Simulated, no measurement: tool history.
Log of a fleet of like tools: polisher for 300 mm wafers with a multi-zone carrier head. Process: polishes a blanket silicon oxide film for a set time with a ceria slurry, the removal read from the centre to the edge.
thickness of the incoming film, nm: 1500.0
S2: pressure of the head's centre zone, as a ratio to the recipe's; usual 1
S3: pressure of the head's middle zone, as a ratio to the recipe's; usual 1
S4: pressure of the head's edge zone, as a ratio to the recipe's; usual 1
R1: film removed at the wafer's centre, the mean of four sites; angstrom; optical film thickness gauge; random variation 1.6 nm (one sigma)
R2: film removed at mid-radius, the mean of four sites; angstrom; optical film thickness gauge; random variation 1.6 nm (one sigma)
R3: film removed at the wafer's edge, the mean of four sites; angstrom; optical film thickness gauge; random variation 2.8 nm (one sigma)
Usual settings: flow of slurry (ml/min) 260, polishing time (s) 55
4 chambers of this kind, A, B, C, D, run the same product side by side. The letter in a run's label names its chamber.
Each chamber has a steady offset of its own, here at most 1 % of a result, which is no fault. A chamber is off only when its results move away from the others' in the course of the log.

{"hour": 7.7, "done": "chamber D: worn pad replaced by a new one"}
{"hour": 14.9, "done": "chamber A: worn pad replaced by a new one"}
{"run": "1D", "hour": 15.3, "flow of slurry (ml/min)": 260, "S2": 1, "S3": 1, "S4": 1, "polishing time (s)": 55, "R1": 2467.2, "R2": 2486.9, "R3": 2453.6}
{"run": "2B", "hour": 28.4, "flow of slurry (ml/min)": 260, "S2": 1, "S3": 1, "S4": 1, "polishing time (s)": 55, "R1": 2468.1, "R2": 2511, "R3": 2477.1}
{"run": "3A", "hour": 40.4, "flow of slurry (ml/min)": 260, "S2": 1, "S3": 1, "S4": 1, "polishing time (s)": 55, "R1": 2481.9, "R2": 2510.8, "R3": 2441.4}
{"run": "4C", "hour": 51.2, "flow of slurry (ml/min)": 260, "S2": 1, "S3": 1, "S4": 1, "polishing time (s)": 55, "R1": 2488.7, "R2": 2479.1, "R3": 2525.5}
{"run": "5D", "hour": 59.4, "flow of slurry (ml/min)": 260, "S2": 1, "S3": 1, "S4": 1, "polishing time (s)": 55, "R1": 2457.7, "R2": 2488.8, "R3": 2401.5}
{"run": "6B", "hour": 66.9, "flow of slurry (ml/min)": 260, "S2": 1, "S3": 1, "S4": 1, "polishing time (s)": 55, "R1": 2460.5, "R2": 2515.8, "R3": 2449.7}
{"run": "7A", "hour": 76.8, "flow of slurry (ml/min)": 260, "S2": 1, "S3": 1, "S4": 1, "polishing time (s)": 55, "R1": 2487.5, "R2": 2503, "R3": 2480.3}
{"hour": 81.2, "done": "chamber B: slurry nozzle cleaned"}
{"hour": 83.9, "done": "chamber D: worn pad replaced by a new one"}
{"run": "8C", "hour": 86.7, "flow of slurry (ml/min)": 260, "S2": 1, "S3": 1, "S4": 1, "polishing time (s)": 55, "R1": 2480.5, "R2": 2457.9, "R3": 2434.3}
{"hour": 94.0, "done": "chamber C: worn pad replaced by a new one"}
{"run": "9A", "hour": 95.1, "flow of slurry (ml/min)": 260, "S2": 1, "S3": 1, "S4": 1, "polishing time (s)": 55, "R1": 2468.8, "R2": 2522.3, "R3": 2457.8}
{"hour": 96.2, "done": "chamber A: worn pad replaced by a new one"}
{"run": "10B", "hour": 103.4, "flow of slurry (ml/min)": 260, "S2": 1, "S3": 1, "S4": 1.08, "polishing time (s)": 55, "R1": 2445.6, "R2": 2505.5, "R3": 2523.1}
{"run": "11D", "hour": 115.9, "flow of slurry (ml/min)": 260, "S2": 1, "S3": 1, "S4": 1.08, "polishing time (s)": 55, "R1": 2467.4, "R2": 2468.1, "R3": 2524.2}
{"run": "12C", "hour": 126.9, "flow of slurry (ml/min)": 260, "S2": 1, "S3": 1, "S4": 1.08, "polishing time (s)": 55, "R1": 2495.5, "R2": 2479.9, "R3": 2561}
{"run": "13B", "hour": 137.1, "flow of slurry (ml/min)": 260, "S2": 1, "S3": 1, "S4": 1.08, "polishing time (s)": 55, "R1": 2411.3, "R2": 2459.5, "R3": 2522.8}
{"run": "14A", "hour": 150.5, "flow of slurry (ml/min)": 260, "S2": 1, "S3": 1, "S4": 1, "polishing time (s)": 55, "R1": 2486.7, "R2": 2524.4, "R3": 2500.3}
{"run": "15D", "hour": 158.9, "flow of slurry (ml/min)": 260, "S2": 1, "S3": 1, "S4": 1, "polishing time (s)": 55, "R1": 2488.4, "R2": 2461.7, "R3": 2463.6}
{"hour": 164.6, "done": "chamber D: worn pad replaced by a new one"}
{"run": "16C", "hour": 172.7, "flow of slurry (ml/min)": 260, "S2": 1, "S3": 1, "S4": 1, "polishing time (s)": 55, "R1": 2512.2, "R2": 2459.5, "R3": 2526.4}
{"hour": 176.6, "done": "chamber A: worn pad replaced by a new one"}
{"hour": 179.1, "done": "chamber D: slurry nozzle cleaned"}
{"run": "17D", "hour": 185.3, "flow of slurry (ml/min)": 260, "S2": 1, "S3": 1, "S4": 1, "polishing time (s)": 55, "R1": 2458.7, "R2": 2491.3, "R3": 2437.9}
{"hour": 187.1, "done": "chamber C: worn pad replaced by a new one"}
{"run": "18C", "hour": 194.4, "flow of slurry (ml/min)": 260, "S2": 1, "S3": 1, "S4": 1.08, "polishing time (s)": 38, "R1": 1723.5, "R2": 1691.7, "R3": 1798.7}
{"run": "19B", "hour": 204.3, "flow of slurry (ml/min)": 260, "S2": 1, "S3": 1, "S4": 1.08, "polishing time (s)": 38, "R1": 1652.2, "R2": 1670.4, "R3": 1711.1}
{"run": "20A", "hour": 218.4, "flow of slurry (ml/min)": 260, "S2": 1, "S3": 1, "S4": 1.08, "polishing time (s)": 38, "R1": 1680, "R2": 1723.2, "R3": 1815.2}
{"run": "21C", "hour": 228.2, "flow of slurry (ml/min)": 260, "S2": 1, "S3": 1, "S4": 1.08, "polishing time (s)": 38, "R1": 1735.6, "R2": 1711, "R3": 1763.7}
{"hour": 231.2, "done": "chamber D: worn pad replaced by a new one"}
{"run": "22B", "hour": 244.3, "flow of slurry (ml/min)": 260, "S2": 1, "S3": 1, "S4": 1, "polishing time (s)": 55, "R1": 2381.5, "R2": 2393, "R3": 2397.2}
{"hour": 257.1, "done": "chamber A: worn pad replaced by a new one"}
{"run": "23A", "hour": 257.6, "flow of slurry (ml/min)": 260, "S2": 1, "S3": 1, "S4": 1, "polishing time (s)": 55, "R1": 2470.2, "R2": 2476.4, "R3": 2510.7}
{"hour": 267.5, "done": "chamber C: centre zone pressure recalibrated"}
{"run": "24D", "hour": 268.6, "flow of slurry (ml/min)": 260, "S2": 1, "S3": 1, "S4": 1, "polishing time (s)": 55, "R1": 2476.2, "R2": 2477.4, "R3": 2477.6}
{"run": "25D", "hour": 280.9, "flow of slurry (ml/min)": 290, "S2": 1, "S3": 1, "S4": 1, "polishing time (s)": 48, "R1": 2191.7, "R2": 2198.7, "R3": 2146}
{"hour": 281.6, "done": "chamber A: slurry nozzle cleaned"}
{"run": "26C", "hour": 293.0, "flow of slurry (ml/min)": 290, "S2": 1, "S3": 1, "S4": 1, "polishing time (s)": 48, "R1": 2218.8, "R2": 2146, "R3": 2195.5}
{"run": "27B", "hour": 300.0, "flow of slurry (ml/min)": 290, "S2": 1, "S3": 1, "S4": 1, "polishing time (s)": 48, "R1": 2067.4, "R2": 2083, "R3": 2053.9}
{"hour": 300.1, "done": "chamber C: worn pad replaced by a new one"}
{"hour": 301.2, "done": "chamber C: slurry nozzle cleaned"}
{"hour": 304.6, "done": "chamber D: worn pad replaced by a new one"}
{"run": "28A", "hour": 315.1, "flow of slurry (ml/min)": 290, "S2": 1, "S3": 1, "S4": 1, "polishing time (s)": 48, "R1": 2185.5, "R2": 2226.6, "R3": 2189.7}
{"run": "29C", "hour": 323.1, "flow of slurry (ml/min)": 260, "S2": 1, "S3": 1, "S4": 1.08, "polishing time (s)": 39, "R1": 1761.1, "R2": 1753.4, "R3": 1868}
{"run": "30D", "hour": 335.8, "flow of slurry (ml/min)": 260, "S2": 1, "S3": 1, "S4": 1.08, "polishing time (s)": 39, "R1": 1757, "R2": 1749, "R3": 1815.9}
{"hour": 342.6, "done": "chamber A: worn pad replaced by a new one"}
{"run": "31B", "hour": 350.8, "flow of slurry (ml/min)": 260, "S2": 1, "S3": 1, "S4": 1.08, "polishing time (s)": 39, "R1": 1637.4, "R2": 1656.7, "R3": 1717.8}
{"run": "32A", "hour": 364.8, "flow of slurry (ml/min)": 260, "S2": 1, "S3": 1, "S4": 1.08, "polishing time (s)": 39, "R1": 1754, "R2": 1754.5, "R3": 1798.8}
{"run": "33A", "hour": 380.6, "flow of slurry (ml/min)": 260, "S2": 1, "S3": 1, "S4": 1, "polishing time (s)": 55, "R1": 2471, "R2": 2512.7, "R3": 2484.1}

What goes on in this fleet: one chamber off, a drifting gauge, or nothing beyond the chambers' own small offsets? Name the chamber and the cause, if any.

Chamber B drifts away from the others.
Cause: removal rate lost through wear of the pad, % = 7.49.

Here are 4 candidates for chamber B's next run, each the usual settings with a change, their results left as question marks. Which one brings its results back in line with what the others give on the usual settings?
In line means no further than this from the other chambers' mean on the usual settings: R1 57 angstrom; R2 56 angstrom; R3 99 angstrom
{"run": "34B-1", "hour": 392.2, "flow of slurry (ml/min)": 260, "S2": 1.01, "S3": 0.99, "S4": 1.01, "polishing time (s)": 59, "R1": "?", "R2": "?", "R3": "?"}
{"run": "34B-2", "hour": 392.2, "flow of slurry (ml/min)": 265, "S2": 1.01, "S3": 0.99, "S4": 1.01, "polishing time (s)": 62, "R1": "?", "R2": "?", "R3": "?"}
{"run": "34B-3", "hour": 392.2, "flow of slurry (ml/min)": 260, "S2": 0.99, "S3": 1.01, "S4": 0.99, "polishing time (s)": 51, "R1": "?", "R2": "?", "R3": "?"}
{"run": "34B-4", "hour": 392.2, "flow of slurry (ml/min)": 255, "S2": 0.99, "S3": 1.01, "S4": 0.99, "polishing time (s)": 49, "R1": "?", "R2": "?", "R3": "?"}

The other chambers' mean on the usual settings: R1 2477 angstrom; R2 2481 angstrom; R3 2478.1 angstrom
run=34B-1 R1=2472.8 R2=2453.5 R3=2470.2
run=34B-2 R1=2604.7 R2=2583.7 R3=2600
run=34B-3 R1=2092.2 R2=2160.4 R3=2112.7
run=34B-4 R1=2005.3 R2=2071.1 R3=2026.5
34B-1 brings the chamber back in line.

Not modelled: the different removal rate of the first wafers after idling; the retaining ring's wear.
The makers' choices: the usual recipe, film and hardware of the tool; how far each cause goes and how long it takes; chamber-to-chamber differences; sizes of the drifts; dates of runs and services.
